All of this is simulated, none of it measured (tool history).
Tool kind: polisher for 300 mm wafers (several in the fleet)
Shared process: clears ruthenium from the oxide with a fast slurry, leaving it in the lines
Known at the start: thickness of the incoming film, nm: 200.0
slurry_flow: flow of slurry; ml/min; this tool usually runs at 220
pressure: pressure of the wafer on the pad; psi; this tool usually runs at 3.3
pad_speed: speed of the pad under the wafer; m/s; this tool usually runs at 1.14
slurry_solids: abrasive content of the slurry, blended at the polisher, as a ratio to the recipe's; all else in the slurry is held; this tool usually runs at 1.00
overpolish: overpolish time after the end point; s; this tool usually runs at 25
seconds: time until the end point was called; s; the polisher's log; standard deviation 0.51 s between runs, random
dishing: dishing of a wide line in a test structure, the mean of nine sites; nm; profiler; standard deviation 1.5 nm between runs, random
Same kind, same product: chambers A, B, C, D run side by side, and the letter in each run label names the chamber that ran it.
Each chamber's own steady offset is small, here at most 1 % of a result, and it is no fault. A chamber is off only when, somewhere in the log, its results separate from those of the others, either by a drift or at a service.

| run | hour | slurry_flow | pressure | pad_speed | slurry_solids | overpolish | seconds | dishing |
|---|---|---|---|---|---|---|---|---|
| 1C | 3.6 | 220 | 3.3 | 1.14 | 1.00 | 25 | 36.288 | 96.420 |
|  | 4.4 | chamber D: worn pad replaced by a new one |
| 2A | 9.1 | 220 | 3.3 | 1.14 | 1.00 | 25 | 37.206 | 102.730 |
| 3D | 13.7 | 220 | 3.3 | 1.14 | 1.00 | 25 | 37.231 | 99.156 |
| 4B | 16.9 | 220 | 3.3 | 1.14 | 1.00 | 25 | 37.174 | 96.889 |
| 5C | 21.3 | 220 | 3.3 | 1.14 | 1.00 | 25 | 36.280 | 97.194 |
| 6D | 26.9 | 220 | 3.3 | 1.14 | 1.00 | 25 | 37.350 | 97.504 |
| 7A | 31.5 | 220 | 3.3 | 1.38 | 0.75 | 25 | 35.005 | 105.070 |
|  | 34.6 | chamber A: worn pad replaced by a new one |
|  | 36.6 | chamber C: worn pad replaced by a new one |
| 8B | 37.4 | 220 | 3.3 | 1.38 | 0.75 | 25 | 34.330 | 104.330 |
| 9C | 43.7 | 220 | 3.3 | 1.38 | 0.75 | 25 | 35.060 | 103.550 |
| 10B | 50.5 | 220 | 3.3 | 1.38 | 0.75 | 25 | 35.765 | 104.250 |
| 11D | 54.3 | 220 | 3.3 | 1.14 | 1.00 | 25 | 36.306 | 100.990 |
| 12A | 59.9 | 220 | 3.3 | 1.14 | 1.00 | 25 | 36.274 | 99.128 |
|  | 60.4 | chamber B: worn pad replaced by a new one |
| 13C | 65.0 | 220 | 3.3 | 1.14 | 1.00 | 25 | 36.291 | 100.870 |
| 14B | 70.2 | 220 | 3.3 | 1.14 | 1.00 | 25 | 37.391 | 100.510 |
| 15A | 75.4 | 220 | 3.3 | 1.14 | 1.00 | 25 | 36.194 | 97.523 |
| 16D | 81.8 | 220 | 3.3 | 1.14 | 1.00 | 25 | 36.352 | 96.266 |
| 17D | 87.1 | 220 | 3.3 | 1.14 | 1.00 | 25 | 37.204 | 99.456 |
| 18C | 92.3 | 220 | 3.3 | 1.14 | 1.00 | 25 | 37.607 | 95.702 |
|  | 92.5 | chamber B: slurry blender recalibrated |
| 19B | 99.0 | 220 | 3.3 | 1.14 | 1.00 | 25 | 37.505 | 98.497 |
| 20A | 103.8 | 220 | 3.3 | 1.14 | 1.00 | 25 | 37.588 | 100.460 |
| 21B | 108.5 | 220 | 3.3 | 1.14 | 1.00 | 25 | 36.237 | 101.040 |
| 22C | 112.3 | 220 | 3.3 | 1.14 | 1.00 | 25 | 37.516 | 94.239 |
| 23D | 119.2 | 220 | 3.3 | 1.14 | 1.00 | 25 | 37.083 | 95.777 |
|  | 122.5 | chamber C: worn pad replaced by a new one |
| 24A | 123.6 | 220 | 3.3 | 1.14 | 1.00 | 25 | 36.509 | 99.972 |
|  | 126.3 | chamber D: worn pad replaced by a new one |
| 25B | 127.3 | 220 | 3.3 | 1.14 | 1.00 | 25 | 37.156 | 99.762 |
|  | 131.4 | chamber A: worn pad replaced by a new one |
| 26D | 132.6 | 220 | 3.3 | 1.14 | 1.00 | 25 | 35.789 | 99.978 |
|  | 133.6 | chamber B: worn pad replaced by a new one |
| 27C | 135.6 | 220 | 3.3 | 1.42 | 1.25 | 25 | 28.072 | 116.210 |
| 28A | 140.1 | 220 | 3.3 | 1.42 | 1.25 | 25 | 26.930 | 126.850 |
| 29B | 143.6 | 220 | 3.3 | 1.42 | 1.25 | 25 | 27.559 | 125.900 |
|  | 144.1 | chamber A: slurry blender recalibrated |
| 30A | 148.0 | 220 | 3.3 | 1.42 | 1.25 | 25 | 26.874 | 128.120 |
|  | 151.0 | chamber B: slurry nozzle cleaned |
| 31C | 153.1 | 220 | 3.3 | 1.14 | 1.00 | 25 | 39.861 | 92.207 |
| 32D | 159.4 | 220 | 3.3 | 1.14 | 0.75 | 25 | 42.447 | 86.332 |
|  | 161.9 | chamber D: slurry blender recalibrated |
| 33C | 162.8 | 220 | 3.3 | 1.14 | 0.75 | 25 | 47.193 | 80.920 |
|  | 162.9 | chamber D: head pressure recalibrated |
| 34D | 167.5 | 220 | 3.3 | 1.14 | 0.75 | 25 | 41.491 | 88.039 |
| 35B | 172.7 | 220 | 3.3 | 1.14 | 0.75 | 25 | 42.341 | 91.612 |
| 36A | 177.2 | 255 | 3.3 | 0.88 | 1.00 | 25 | 46.887 | 82.403 |
| 37B | 184.1 | 255 | 3.3 | 0.88 | 1.00 | 25 | 45.777 | 84.051 |
| 38A | 188.7 | 255 | 3.3 | 0.88 | 1.00 | 25 | 46.573 | 83.359 |

Read the log: is a single chamber off, either drifting away or since a service, is the gauge that measures every chamber drifting, or is nothing wrong beyond small per-chamber offsets? Name any odd chamber and what most likely caused it.

Chamber C drifts away from the others.
Likeliest cause: abrasive missing from the slurry, % = 25.5.
The log may not separate it from: head's pressure below its setpoint, %.

Chamber C could run next with any of the 4 candidate recipes listed below; each alters the usual settings, and their results appear as question marks. Which one brings its results back in line with what the other chambers deliver on the usual settings?
In-line tolerance around the mean of the other chambers on the usual settings: seconds 1.800 s; dishing 5.300 nm
| 39C-1 | 193.7 | 220 | 3.5 | 1.22 | 1.05 | 25 | ? | ? |
| 39C-2 | 193.7 | 220 | 3.1 | 1.06 | 1.00 | 25 | ? | ? |
| 39C-3 | 193.7 | 220 | 3.2 | 1.12 | 1.00 | 25 | ? | ? |
| 39C-4 | 193.7 | 220 | 3.4 | 1.16 | 1.00 | 25 | ? | ? |

Usual-settings mean across the other chambers: seconds 36.531 s; dishing 99.596 nm
| run | seconds | dishing |
|---|---|---|
| 39C-1 | 36.687 | 98.405 |
| 39C-2 | 48.862 | 78.186 |
| 39C-3 | 44.808 | 83.946 |
| 39C-4 | 40.745 | 90.619 |
The right change is 39C-1: it brings the chamber back within the allowed miss of the others.
